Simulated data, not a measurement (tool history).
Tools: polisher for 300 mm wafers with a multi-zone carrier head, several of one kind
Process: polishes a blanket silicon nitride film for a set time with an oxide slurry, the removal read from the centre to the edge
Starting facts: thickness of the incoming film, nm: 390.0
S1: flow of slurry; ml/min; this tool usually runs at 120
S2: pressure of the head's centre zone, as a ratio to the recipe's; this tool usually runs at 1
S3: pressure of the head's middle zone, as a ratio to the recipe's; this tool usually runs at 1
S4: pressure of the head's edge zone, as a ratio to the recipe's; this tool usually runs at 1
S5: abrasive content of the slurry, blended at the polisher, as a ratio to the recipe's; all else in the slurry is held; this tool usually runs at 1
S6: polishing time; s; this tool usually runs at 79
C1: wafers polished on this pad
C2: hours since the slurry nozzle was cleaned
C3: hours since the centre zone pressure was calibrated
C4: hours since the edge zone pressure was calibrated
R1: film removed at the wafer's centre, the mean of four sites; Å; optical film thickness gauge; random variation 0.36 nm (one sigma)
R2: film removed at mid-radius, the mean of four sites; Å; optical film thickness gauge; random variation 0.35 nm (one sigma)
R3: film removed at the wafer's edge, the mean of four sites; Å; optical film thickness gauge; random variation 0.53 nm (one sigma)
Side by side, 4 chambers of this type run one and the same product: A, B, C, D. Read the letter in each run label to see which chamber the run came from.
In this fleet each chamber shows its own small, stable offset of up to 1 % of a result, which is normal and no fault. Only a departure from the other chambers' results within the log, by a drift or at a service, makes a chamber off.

{"run": "1C", "day": 0.125, "S1": 120, "S2": 1, "S3": 1, "S4": 1, "S5": 1, "S6": 79, "C1": 788, "C2": 118.9, "C3": 277.6, "C4": 233, "R1": 554.19, "R2": 553.74, "R3": 555.26}
{"run": "2A", "day": 0.267, "S1": 120, "S2": 1, "S3": 1, "S4": 1, "S5": 1, "S6": 79, "C1": 274, "C2": 161.8, "C3": 1472.7, "C4": 563.5, "R1": 551.43, "R2": 547.36, "R3": 555.82}
{"run": "3B", "day": 0.433, "S1": 120, "S2": 1, "S3": 1, "S4": 1, "S5": 1, "S6": 79, "C1": 472, "C2": 448, "C3": 782.4, "C4": 140.6, "R1": 551.65, "R2": 555.26, "R3": 555.77}
{"day": 0.521, "done": "chamber C: worn pad replaced by a new one"}
{"run": "4D", "day": 0.621, "S1": 120, "S2": 1, "S3": 1, "S4": 1, "S5": 1, "S6": 79, "C1": 1205, "C2": 193.6, "C3": 121.6, "C4": 234.1, "R1": 547.26, "R2": 562.61, "R3": 557.12}
{"day": 0.65, "done": "chamber D: worn pad replaced by a new one"}
{"run": "5B", "day": 0.775, "S1": 120, "S2": 1, "S3": 1, "S4": 1, "S5": 1, "S6": 79, "C1": 566, "C2": 456.2, "C3": 790.6, "C4": 148.8, "R1": 552.32, "R2": 551.94, "R3": 560.89}
{"run": "6C", "day": 0.958, "S1": 120, "S2": 1, "S3": 0.93, "S4": 1, "S5": 1, "S6": 79, "C1": 120, "C2": 138.9, "C3": 297.6, "C4": 253, "R1": 552.24, "R2": 522.1, "R3": 548.4}
{"run": "7D", "day": 1.208, "S1": 120, "S2": 1, "S3": 0.93, "S4": 1, "S5": 1, "S6": 79, "C1": 153, "C2": 207.7, "C3": 135.7, "C4": 248.2, "R1": 545.73, "R2": 518.53, "R3": 555.63}
{"run": "8A", "day": 1.325, "S1": 120, "S2": 1, "S3": 0.93, "S4": 1, "S5": 1, "S6": 79, "C1": 563, "C2": 187.2, "C3": 1498.1, "C4": 588.9, "R1": 551.56, "R2": 519.56, "R3": 552.96}
{"run": "9D", "day": 1.462, "S1": 120, "S2": 1, "S3": 0.93, "S4": 1, "S5": 1, "S6": 79, "C1": 222, "C2": 213.8, "C3": 141.8, "C4": 254.3, "R1": 540.31, "R2": 522.29, "R3": 550.36}
{"run": "10C", "day": 1.625, "S1": 120, "S2": 1, "S3": 1, "S4": 1, "S5": 1, "S6": 79, "C1": 302, "C2": 154.9, "C3": 313.6, "C4": 269, "R1": 549, "R2": 557.51, "R3": 559.77}
{"day": 1.8, "done": "chamber A: worn pad replaced by a new one"}
{"run": "11A", "day": 1.871, "S1": 120, "S2": 1, "S3": 1, "S4": 1, "S5": 1, "S6": 79, "C1": 19, "C2": 200.3, "C3": 1511.2, "C4": 602, "R1": 556.3, "R2": 547.56, "R3": 564.24}
{"run": "12B", "day": 1.988, "S1": 120, "S2": 1, "S3": 1, "S4": 1, "S5": 1, "S6": 79, "C1": 898, "C2": 485.3, "C3": 819.7, "C4": 177.9, "R1": 554.32, "R2": 554.38, "R3": 556.94}
{"run": "13C", "day": 2.196, "S1": 120, "S2": 1, "S3": 1, "S4": 1, "S5": 1, "S6": 79, "C1": 459, "C2": 168.6, "C3": 327.3, "C4": 282.7, "R1": 550.06, "R2": 556.41, "R3": 559.52}
{"run": "14A", "day": 2.317, "S1": 120, "S2": 1, "S3": 1, "S4": 1, "S5": 1, "S6": 79, "C1": 141, "C2": 211, "C3": 1521.9, "C4": 612.7, "R1": 559.19, "R2": 550.7, "R3": 561.77}
{"run": "15D", "day": 2.496, "S1": 120, "S2": 1, "S3": 1, "S4": 1, "S5": 1, "S6": 79, "C1": 505, "C2": 238.6, "C3": 166.6, "C4": 279.1, "R1": 548.96, "R2": 559.96, "R3": 566.62}
{"run": "16B", "day": 2.742, "S1": 120, "S2": 1, "S3": 1, "S4": 1, "S5": 1, "S6": 79, "C1": 1104, "C2": 503.4, "C3": 837.8, "C4": 196, "R1": 555.68, "R2": 559.69, "R3": 554.24}
{"run": "17C", "day": 2.933, "S1": 120, "S2": 1, "S3": 1, "S4": 1, "S5": 1, "S6": 79, "C1": 661, "C2": 186.3, "C3": 345, "C4": 300.4, "R1": 546.58, "R2": 552.26, "R3": 554.35}
{"run": "18B", "day": 3.067, "S1": 120, "S2": 1, "S3": 1, "S4": 1, "S5": 1, "S6": 79, "C1": 1193, "C2": 511.2, "C3": 845.6, "C4": 203.8, "R1": 558.09, "R2": 556.41, "R3": 561.91}
{"run": "19D", "day": 3.275, "S1": 120, "S2": 1, "S3": 1, "S4": 1, "S5": 1, "S6": 79, "C1": 719, "C2": 257.3, "C3": 185.3, "C4": 297.8, "R1": 548.14, "R2": 555.31, "R3": 546.64}
{"run": "20A", "day": 3.433, "S1": 120, "S2": 1, "S3": 1, "S4": 1, "S5": 1, "S6": 79, "C1": 447, "C2": 237.8, "C3": 1548.7, "C4": 639.5, "R1": 560.83, "R2": 551.06, "R3": 554.78}
{"run": "21A", "day": 3.558, "S1": 120, "S2": 1, "S3": 1, "S4": 1, "S5": 1, "S6": 79, "C1": 481, "C2": 240.8, "C3": 1551.7, "C4": 642.5, "R1": 555.4, "R2": 555.86, "R3": 553.36}
{"run": "22C", "day": 3.692, "S1": 120, "S2": 1, "S3": 1, "S4": 1, "S5": 1, "S6": 79, "C1": 868, "C2": 204.5, "C3": 363.2, "C4": 318.6, "R1": 535.42, "R2": 547.27, "R3": 543.01}
{"day": 3.862, "done": "chamber A: centre zone pressure recalibrated"}
{"run": "23B", "day": 3.946, "S1": 120, "S2": 1, "S3": 1, "S4": 1, "S5": 1, "S6": 79, "C1": 1434, "C2": 532.3, "C3": 866.7, "C4": 224.9, "R1": 555.28, "R2": 555.81, "R3": 554.2}
{"day": 4.008, "done": "chamber C: worn pad replaced by a new one"}
{"run": "24D", "day": 4.171, "S1": 120, "S2": 1, "S3": 1, "S4": 1, "S5": 1, "S6": 79, "C1": 964, "C2": 278.8, "C3": 206.8, "C4": 319.3, "R1": 550.39, "R2": 550.94, "R3": 540.6}
{"run": "25B", "day": 4.421, "S1": 120, "S2": 1, "S3": 1, "S4": 1, "S5": 1, "S6": 79, "C1": 1564, "C2": 543.7, "C3": 878.1, "C4": 236.3, "R1": 558.38, "R2": 558.67, "R3": 560.4}
{"day": 4.462, "done": "chamber A: worn pad replaced by a new one"}
{"day": 4.492, "done": "chamber A: slurry nozzle cleaned"}
{"day": 4.546, "done": "chamber B: worn pad replaced by a new one"}
{"run": "26D", "day": 4.562, "S1": 120, "S2": 1, "S3": 1, "S4": 1, "S5": 1, "S6": 79, "C1": 1071, "C2": 288.2, "C3": 216.2, "C4": 328.7, "R1": 549.85, "R2": 561.18, "R3": 550.62}
{"run": "27A", "day": 4.692, "S1": 120, "S2": 1, "S3": 1, "S4": 1, "S5": 1, "S6": 79, "C1": 62, "C2": 4.8, "C3": 19.9, "C4": 669.7, "R1": 558.17, "R2": 556.28, "R3": 555.15}
{"run": "28C", "day": 4.871, "S1": 120, "S2": 1, "S3": 1, "S4": 1, "S5": 1, "S6": 79, "C1": 236, "C2": 232.8, "C3": 391.5, "C4": 346.9, "R1": 519.23, "R2": 533.88, "R3": 537.03}
{"run": "29B", "day": 4.979, "S1": 120, "S2": 1, "S3": 1, "S4": 1, "S5": 1, "S6": 79, "C1": 119, "C2": 557.1, "C3": 891.5, "C4": 249.7, "R1": 549.55, "R2": 561.45, "R3": 550.3}
{"run": "30A", "day": 5.112, "S1": 120, "S2": 1, "S3": 1, "S4": 1, "S5": 1, "S6": 79, "C1": 178, "C2": 14.9, "C3": 30, "C4": 679.8, "R1": 556.83, "R2": 558.46, "R3": 556.18}
{"run": "31D", "day": 5.325, "S1": 105, "S2": 1, "S3": 1, "S4": 1, "S5": 1, "S6": 79, "C1": 1280, "C2": 306.5, "C3": 234.5, "C4": 347, "R1": 533.7, "R2": 533.17, "R3": 540.26}
{"run": "32C", "day": 5.517, "S1": 105, "S2": 1, "S3": 1, "S4": 1, "S5": 1, "S6": 79, "C1": 413, "C2": 248.3, "C3": 407, "C4": 362.4, "R1": 493.42, "R2": 508.5, "R3": 522.41}
{"run": "33B", "day": 5.746, "S1": 105, "S2": 1, "S3": 1, "S4": 1, "S5": 1, "S6": 79, "C1": 329, "C2": 575.5, "C3": 909.9, "C4": 268.1, "R1": 537.57, "R2": 535.71, "R3": 541.15}
{"day": 5.767, "done": "chamber D: worn pad replaced by a new one"}
{"run": "34D", "day": 5.908, "S1": 105, "S2": 1, "S3": 1, "S4": 1, "S5": 1, "S6": 79, "C1": 39, "C2": 320.5, "C3": 248.5, "C4": 361, "R1": 528.02, "R2": 531.41, "R3": 550.32}

All chambers now run identical settings, listed one chamber a line with results as question marks. What results will each chamber show?
{"run": "35A", "day": 6.088, "S1": 120, "S2": 1, "S3": 1, "S4": 1, "S5": 1, "S6": 90, "R1": "?", "R2": "?", "R3": "?"}
{"run": "35B", "day": 6.088, "S1": 120, "S2": 1, "S3": 1, "S4": 1, "S5": 1, "S6": 90, "R1": "?", "R2": "?", "R3": "?"}
{"run": "35C", "day": 6.088, "S1": 120, "S2": 1, "S3": 1, "S4": 1, "S5": 1, "S6": 90, "R1": "?", "R2": "?", "R3": "?"}
{"run": "35D", "day": 6.088, "S1": 120, "S2": 1, "S3": 1, "S4": 1, "S5": 1, "S6": 90, "R1": "?", "R2": "?", "R3": "?"}

run=35A R1=629.07 R2=629.34 R3=627.36
run=35B R1=634.13 R2=626.97 R3=632.45
run=35C R1=583.45 R2=595.87 R3=600.82
run=35D R1=629.47 R2=624.77 R3=632.88
